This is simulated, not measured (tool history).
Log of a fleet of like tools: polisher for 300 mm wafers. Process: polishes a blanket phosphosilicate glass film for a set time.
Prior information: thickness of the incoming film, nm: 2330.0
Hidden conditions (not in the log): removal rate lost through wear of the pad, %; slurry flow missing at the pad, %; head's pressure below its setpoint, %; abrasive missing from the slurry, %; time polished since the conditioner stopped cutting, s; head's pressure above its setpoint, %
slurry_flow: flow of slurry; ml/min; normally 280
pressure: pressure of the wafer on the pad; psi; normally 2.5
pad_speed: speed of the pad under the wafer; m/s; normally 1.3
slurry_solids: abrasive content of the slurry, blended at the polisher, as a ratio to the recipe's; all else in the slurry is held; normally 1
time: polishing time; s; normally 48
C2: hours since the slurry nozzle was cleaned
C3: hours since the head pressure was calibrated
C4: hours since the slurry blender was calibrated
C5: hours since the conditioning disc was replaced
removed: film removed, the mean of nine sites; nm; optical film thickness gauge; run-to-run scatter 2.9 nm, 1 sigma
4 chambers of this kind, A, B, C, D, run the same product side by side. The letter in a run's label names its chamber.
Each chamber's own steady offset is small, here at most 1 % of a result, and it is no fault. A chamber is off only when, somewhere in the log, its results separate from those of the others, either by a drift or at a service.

{"run": "1A", "hour": 6.1, "slurry_flow": 280, "pressure": 2.5, "pad_speed": 1.3, "slurry_solids": 1, "time": 48, "wafers polished on this pad": 572, "C2": 325.5, "C3": 66.8, "C4": 147.8, "C5": 440.1, "removed": 350.05}
{"hour": 7.5, "done": "chamber C: worn pad replaced by a new one"}
{"run": "2B", "hour": 16.6, "slurry_flow": 280, "pressure": 2.5, "pad_speed": 1.3, "slurry_solids": 1, "time": 48, "wafers polished on this pad": 469, "C2": 128.4, "C3": 1183.1, "C4": 85.9, "C5": 278.4, "removed": 348.77}
{"run": "3D", "hour": 22.8, "slurry_flow": 280, "pressure": 2.5, "pad_speed": 1.3, "slurry_solids": 1, "time": 48, "wafers polished on this pad": 605, "C2": 124.7, "C3": 264.9, "C4": 41.5, "C5": 167.4, "removed": 348.87}
{"hour": 29.1, "done": "chamber A: worn pad replaced by a new one"}
{"run": "4C", "hour": 29.1, "slurry_flow": 280, "pressure": 2.5, "pad_speed": 1.3, "slurry_solids": 1, "time": 48, "wafers polished on this pad": 229, "C2": 35.8, "C3": 641.5, "C4": 123.5, "C5": 244.7, "removed": 345.55}
{"run": "5A", "hour": 37.2, "slurry_flow": 280, "pressure": 2.5, "pad_speed": 1.3, "slurry_solids": 1, "time": 48, "wafers polished on this pad": 85, "C2": 356.6, "C3": 97.9, "C4": 178.9, "C5": 471.2, "removed": 342.9}
{"run": "6B", "hour": 47.2, "slurry_flow": 280, "pressure": 2.5, "pad_speed": 1.3, "slurry_solids": 1, "time": 48, "wafers polished on this pad": 793, "C2": 159, "C3": 1213.7, "C4": 116.5, "C5": 309, "removed": 346.37}
{"run": "7D", "hour": 54.1, "slurry_flow": 280, "pressure": 2.5, "pad_speed": 1.3, "slurry_solids": 1, "time": 48, "wafers polished on this pad": 937, "C2": 156, "C3": 296.2, "C4": 72.8, "C5": 198.7, "removed": 355.79}
{"hour": 61.5, "done": "chamber C: worn pad replaced by a new one"}
{"run": "8C", "hour": 62.1, "slurry_flow": 280, "pressure": 2.5, "pad_speed": 1.3, "slurry_solids": 1, "time": 48, "wafers polished on this pad": 6, "C2": 68.8, "C3": 674.5, "C4": 156.5, "C5": 277.7, "removed": 347.78}
{"hour": 71.5, "done": "chamber D: worn pad replaced by a new one"}
{"run": "9A", "hour": 73.7, "slurry_flow": 280, "pressure": 2.5, "pad_speed": 1.3, "slurry_solids": 1, "time": 48, "wafers polished on this pad": 472, "C2": 393.1, "C3": 134.4, "C4": 215.4, "C5": 507.7, "removed": 350.17}
{"run": "10B", "hour": 83.6, "slurry_flow": 280, "pressure": 2.5, "pad_speed": 1.3, "slurry_solids": 1, "time": 48, "wafers polished on this pad": 1179, "C2": 195.4, "C3": 1250.1, "C4": 152.9, "C5": 345.4, "removed": 347.44}
{"hour": 85.1, "done": "chamber B: worn pad replaced by a new one"}
{"hour": 88.2, "done": "chamber A: conditioning disc replaced and pad reconditioned"}
{"hour": 89.7, "done": "chamber A: slurry blender recalibrated"}
{"run": "11C", "hour": 93.8, "slurry_flow": 280, "pressure": 2.5, "pad_speed": 1.3, "slurry_solids": 1, "time": 48, "wafers polished on this pad": 342, "C2": 100.5, "C3": 706.2, "C4": 188.2, "C5": 309.4, "removed": 348.69}
{"hour": 102.2, "done": "chamber A: worn pad replaced by a new one"}
{"run": "12D", "hour": 103.8, "slurry_flow": 280, "pressure": 2.5, "pad_speed": 1.3, "slurry_solids": 1, "time": 48, "wafers polished on this pad": 343, "C2": 205.7, "C3": 345.9, "C4": 122.5, "C5": 248.4, "removed": 352.75}
{"hour": 104.4, "done": "chamber C: slurry blender recalibrated"}
{"run": "13D", "hour": 114.5, "slurry_flow": 280, "pressure": 2.5, "pad_speed": 1.3, "slurry_solids": 1, "time": 48, "wafers polished on this pad": 456, "C2": 216.4, "C3": 356.6, "C4": 133.2, "C5": 259.1, "removed": 354.26}
{"hour": 122.7, "done": "chamber C: worn pad replaced by a new one"}
{"run": "14B", "hour": 123.0, "slurry_flow": 280, "pressure": 2.5, "pad_speed": 1.3, "slurry_solids": 1, "time": 38, "wafers polished on this pad": 401, "C2": 234.8, "C3": 1289.5, "C4": 192.3, "C5": 384.8, "removed": 270.14}
{"hour": 124.0, "done": "chamber B: head pressure recalibrated"}
{"run": "15A", "hour": 134.7, "slurry_flow": 280, "pressure": 2.5, "pad_speed": 1.3, "slurry_solids": 1, "time": 38, "wafers polished on this pad": 345, "C2": 454.1, "C3": 195.4, "C4": 45.1, "C5": 46.6, "removed": 278.58}
{"hour": 136.6, "done": "chamber C: head pressure recalibrated"}
{"run": "16C", "hour": 140.3, "slurry_flow": 280, "pressure": 2.5, "pad_speed": 1.3, "slurry_solids": 1, "time": 38, "wafers polished on this pad": 187, "C2": 147, "C3": 3.7, "C4": 36, "C5": 355.9, "removed": 243.39}
{"run": "17B", "hour": 149.1, "slurry_flow": 280, "pressure": 2.5, "pad_speed": 1.3, "slurry_solids": 1, "time": 38, "wafers polished on this pad": 678, "C2": 260.9, "C3": 25.1, "C4": 218.4, "C5": 410.9, "removed": 270.21}
{"run": "18A", "hour": 159.8, "slurry_flow": 280, "pressure": 2.5, "pad_speed": 1.3, "slurry_solids": 1, "time": 48, "wafers polished on this pad": 611, "C2": 479.2, "C3": 220.5, "C4": 70.2, "C5": 71.7, "removed": 352.88}
{"run": "19D", "hour": 166.8, "slurry_flow": 280, "pressure": 2.5, "pad_speed": 1.3, "slurry_solids": 1, "time": 48, "wafers polished on this pad": 1010, "C2": 268.7, "C3": 408.9, "C4": 185.5, "C5": 311.4, "removed": 350.49}
{"hour": 168.3, "done": "chamber A: worn pad replaced by a new one"}
{"run": "20C", "hour": 172.6, "slurry_flow": 280, "pressure": 2.5, "pad_speed": 1.3, "slurry_solids": 1, "time": 48, "wafers polished on this pad": 529, "C2": 179.3, "C3": 36, "C4": 68.3, "C5": 388.2, "removed": 312.22}
{"hour": 173.3, "done": "chamber C: worn pad replaced by a new one"}
{"hour": 173.4, "done": "chamber D: slurry blender recalibrated"}
{"hour": 174.0, "done": "chamber D: worn pad replaced by a new one"}
{"hour": 175.1, "done": "chamber C: conditioning disc replaced and pad reconditioned"}
{"run": "21A", "hour": 179.4, "slurry_flow": 280, "pressure": 2.5, "pad_speed": 1.3, "slurry_solids": 1, "time": 48, "wafers polished on this pad": 118, "C2": 498.8, "C3": 240.1, "C4": 89.8, "C5": 91.3, "removed": 348.83}
{"hour": 179.7, "done": "chamber D: slurry nozzle cleaned"}
{"hour": 182.2, "done": "chamber B: slurry blender recalibrated"}
{"hour": 187.6, "done": "chamber B: worn pad replaced by a new one"}
{"run": "22B", "hour": 188.9, "slurry_flow": 230, "pressure": 2.5, "pad_speed": 1.3, "slurry_solids": 1, "time": 48, "wafers polished on this pad": 13, "C2": 300.7, "C3": 64.9, "C4": 6.8, "C5": 450.7, "removed": 342.51}
{"hour": 197.9, "done": "chamber D: head pressure recalibrated"}
{"run": "23D", "hour": 199.4, "slurry_flow": 230, "pressure": 2.5, "pad_speed": 1.3, "slurry_solids": 1, "time": 48, "wafers polished on this pad": 269, "C2": 19.7, "C3": 1.5, "C4": 26.1, "C5": 344, "removed": 341.29}
{"run": "24C", "hour": 209.0, "slurry_flow": 230, "pressure": 2.5, "pad_speed": 1.3, "slurry_solids": 1, "time": 48, "wafers polished on this pad": 378, "C2": 215.7, "C3": 72.4, "C4": 104.7, "C5": 33.9, "removed": 306.19}
{"run": "25B", "hour": 219.0, "slurry_flow": 230, "pressure": 2.5, "pad_speed": 1.3, "slurry_solids": 1, "time": 48, "wafers polished on this pad": 332, "C2": 330.8, "C3": 95, "C4": 36.9, "C5": 480.8, "removed": 345.4}
{"hour": 224.0, "done": "chamber B: slurry nozzle cleaned"}
{"hour": 225.3, "done": "chamber B: conditioning disc replaced and pad reconditioned"}
{"run": "26C", "hour": 228.3, "slurry_flow": 280, "pressure": 2.5, "pad_speed": 1.3, "slurry_solids": 1, "time": 48, "wafers polished on this pad": 583, "C2": 235, "C3": 91.7, "C4": 124, "C5": 53.2, "removed": 308.71}
{"hour": 235.2, "done": "chamber C: worn pad replaced by a new one"}
{"run": "27D", "hour": 236.1, "slurry_flow": 280, "pressure": 2.5, "pad_speed": 1.3, "slurry_solids": 1, "time": 48, "wafers polished on this pad": 658, "C2": 56.4, "C3": 38.2, "C4": 62.8, "C5": 380.7, "removed": 350.25}
{"hour": 244.8, "done": "chamber A: worn pad replaced by a new one"}
{"run": "28A", "hour": 245.2, "slurry_flow": 280, "pressure": 2.5, "pad_speed": 1.3, "slurry_solids": 1, "time": 48, "wafers polished on this pad": 4, "C2": 564.6, "C3": 305.9, "C4": 155.6, "C5": 157.1, "removed": 348.54}
{"run": "29A", "hour": 253.7, "slurry_flow": 340, "pressure": 3.2, "pad_speed": 1.3, "slurry_solids": 1, "time": 48, "wafers polished on this pad": 94, "C2": 573.1, "C3": 314.4, "C4": 164.1, "C5": 165.6, "removed": 458.48}
{"run": "30D", "hour": 264.9, "slurry_flow": 340, "pressure": 3.2, "pad_speed": 1.3, "slurry_solids": 1, "time": 48, "wafers polished on this pad": 963, "C2": 85.2, "C3": 67, "C4": 91.6, "C5": 409.5, "removed": 459.25}
{"run": "31C", "hour": 274.6, "slurry_flow": 340, "pressure": 3.2, "pad_speed": 1.3, "slurry_solids": 1, "time": 48, "wafers polished on this pad": 418, "C2": 281.3, "C3": 138, "C4": 170.3, "C5": 99.5, "removed": 407.2}
{"hour": 274.7, "done": "chamber B: worn pad replaced by a new one"}
{"run": "32B", "hour": 280.3, "slurry_flow": 340, "pressure": 3.2, "pad_speed": 1.3, "slurry_solids": 1, "time": 48, "wafers polished on this pad": 59, "C2": 56.3, "C3": 156.3, "C4": 98.2, "C5": 55, "removed": 453.41}

Each of the 4 chambers runs these same settings next. Fill in every chamber's results:
{"run": "33A", "hour": 288.9, "slurry_flow": 280, "pressure": 2.5, "pad_speed": 1.3, "slurry_solids": 1, "time": 48, "removed": "?"}
{"run": "33B", "hour": 288.9, "slurry_flow": 280, "pressure": 2.5, "pad_speed": 1.3, "slurry_solids": 1, "time": 48, "removed": "?"}
{"run": "33C", "hour": 288.9, "slurry_flow": 280, "pressure": 2.5, "pad_speed": 1.3, "slurry_solids": 1, "time": 48, "removed": "?"}
{"run": "33D", "hour": 288.9, "slurry_flow": 280, "pressure": 2.5, "pad_speed": 1.3, "slurry_solids": 1, "time": 48, "removed": "?"}

run=33A removed=354.76
run=33B removed=348.32
run=33C removed=307.97
run=33D removed=351.63

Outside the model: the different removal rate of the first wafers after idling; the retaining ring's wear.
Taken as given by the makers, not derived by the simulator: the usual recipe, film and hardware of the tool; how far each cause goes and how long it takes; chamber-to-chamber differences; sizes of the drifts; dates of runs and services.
